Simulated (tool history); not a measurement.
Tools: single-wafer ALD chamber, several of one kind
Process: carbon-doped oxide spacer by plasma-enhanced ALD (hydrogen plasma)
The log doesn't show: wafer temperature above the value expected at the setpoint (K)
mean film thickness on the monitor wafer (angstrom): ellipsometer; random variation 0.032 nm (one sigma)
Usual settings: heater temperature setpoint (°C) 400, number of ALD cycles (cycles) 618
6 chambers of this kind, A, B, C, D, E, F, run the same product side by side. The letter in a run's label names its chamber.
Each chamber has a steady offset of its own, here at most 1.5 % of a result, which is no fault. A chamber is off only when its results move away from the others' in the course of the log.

| run | hour | heater temperature setpoint (°C) | number of ALD cycles (cycles) | hours since the last thermocouple change | read-back reference wafer on the same gauge, thickness_nm | mean film thickness on the monitor wafer (angstrom) |
|---|---|---|---|---|---|---|
| 1F | 4.7 | 400 | 618 | 2207.6 | 32.991 | 306.14 |
| 2D | 9.3 | 400 | 618 | 434.1 | 32.993 | 312.51 |
| 3A | 12.0 | 400 | 618 | 510.2 | 32.991 | 311.15 |
| 4B | 16.1 | 400 | 618 | 1042.3 | 32.986 | 307.94 |
| 5E | 19.0 | 400 | 618 | 1531.3 | 32.982 | 307.34 |
| 6C | 23.0 | 400 | 618 | 716.8 | 32.985 | 310.32 |
| 7F | 25.7 | 400 | 618 | 2228.6 | 32.971 | 306.53 |
| 8E | 29.1 | 400 | 618 | 1541.4 | 32.967 | 307.23 |
| 9B | 33.6 | 400 | 618 | 1059.8 | 32.963 | 307.53 |
| 10D | 38.5 | 400 | 618 | 463.3 | 32.962 | 312.93 |
| 11A | 42.9 | 400 | 618 | 541.1 | 32.961 | 311.26 |
| 12C | 46.9 | 400 | 618 | 740.7 | 32.961 | 310.44 |
| 13E | 51.1 | 400 | 618 | 1563.4 | 32.958 | 307.19 |
| 14D | 53.2 | 400 | 618 | 478.0 | 32.953 | 312.26 |
| 15F | 57.7 | 400 | 618 | 2260.6 | 32.943 | 306.06 |
| 16C | 60.9 | 400 | 618 | 754.7 | 32.946 | 310.37 |
| 17A | 63.2 | 400 | 537 | 561.4 | 32.933 | 270.20 |
| 18B | 67.5 | 400 | 537 | 1093.7 | 32.936 | 266.98 |
| 19A | 71.3 | 400 | 537 | 569.5 | 32.928 | 269.38 |
| 20C | 74.1 | 400 | 537 | 767.9 | 32.929 | 269.71 |
| 21E | 76.4 | 400 | 537 | 1588.7 | 32.920 | 266.60 |
| 22B | 79.5 | 400 | 537 | 1105.7 | 32.925 | 267.05 |
| 23D | 82.4 | 400 | 618 | 507.2 | 32.916 | 311.80 |
| 24F | 87.1 | 400 | 618 | 2290.0 | 32.910 | 306.27 |
| 25A | 90.6 | 400 | 618 | 588.8 | 32.914 | 310.83 |
| 26C | 94.5 | 400 | 618 | 788.3 | 32.902 | 310.13 |
| 27D | 97.5 | 387 | 723 | 522.3 | 32.902 | 364.75 |
| 28B | 101.2 | 387 | 723 | 1127.4 | 32.889 | 359.31 |
| 29E | 105.4 | 387 | 723 | 1617.7 | 32.891 | 358.70 |
|  | 109.3 | chamber F: thermocouple changed; heater temperature recalibrated |
| 30F | 110.1 | 387 | 723 | 0.8 | 32.894 | 358.02 |
| 31E | 113.8 | 387 | 723 | 1626.1 | 32.884 | 358.69 |
| 32C | 118.0 | 387 | 723 | 811.8 | 32.881 | 362.43 |
| 33B | 120.4 | 400 | 618 | 1146.6 | 32.890 | 306.91 |
| 34D | 124.2 | 406 | 618 | 549.0 | 32.881 | 306.52 |
| 35F | 127.1 | 406 | 618 | 17.8 | 32.866 | 300.24 |
| 36A | 129.4 | 406 | 618 | 627.6 | 32.873 | 304.97 |
| 37B | 134.2 | 406 | 618 | 1160.4 | 32.862 | 301.53 |

Next, every chamber runs the same settings. What will each give?
| 38A | 137.7 | 400 | 618 |  |  | ? |
| 38B | 137.7 | 400 | 618 |  |  | ? |
| 38C | 137.7 | 400 | 618 |  |  | ? |
| 38D | 137.7 | 400 | 618 |  |  | ? |
| 38E | 137.7 | 400 | 618 |  |  | ? |
| 38F | 137.7 | 400 | 618 |  |  | ? |

| run | mean film thickness on the monitor wafer (angstrom) |
|---|---|
| 38A | 310.71 |
| 38B | 306.26 |
| 38C | 309.52 |
| 38D | 311.85 |
| 38E | 306.09 |
| 38F | 304.78 |

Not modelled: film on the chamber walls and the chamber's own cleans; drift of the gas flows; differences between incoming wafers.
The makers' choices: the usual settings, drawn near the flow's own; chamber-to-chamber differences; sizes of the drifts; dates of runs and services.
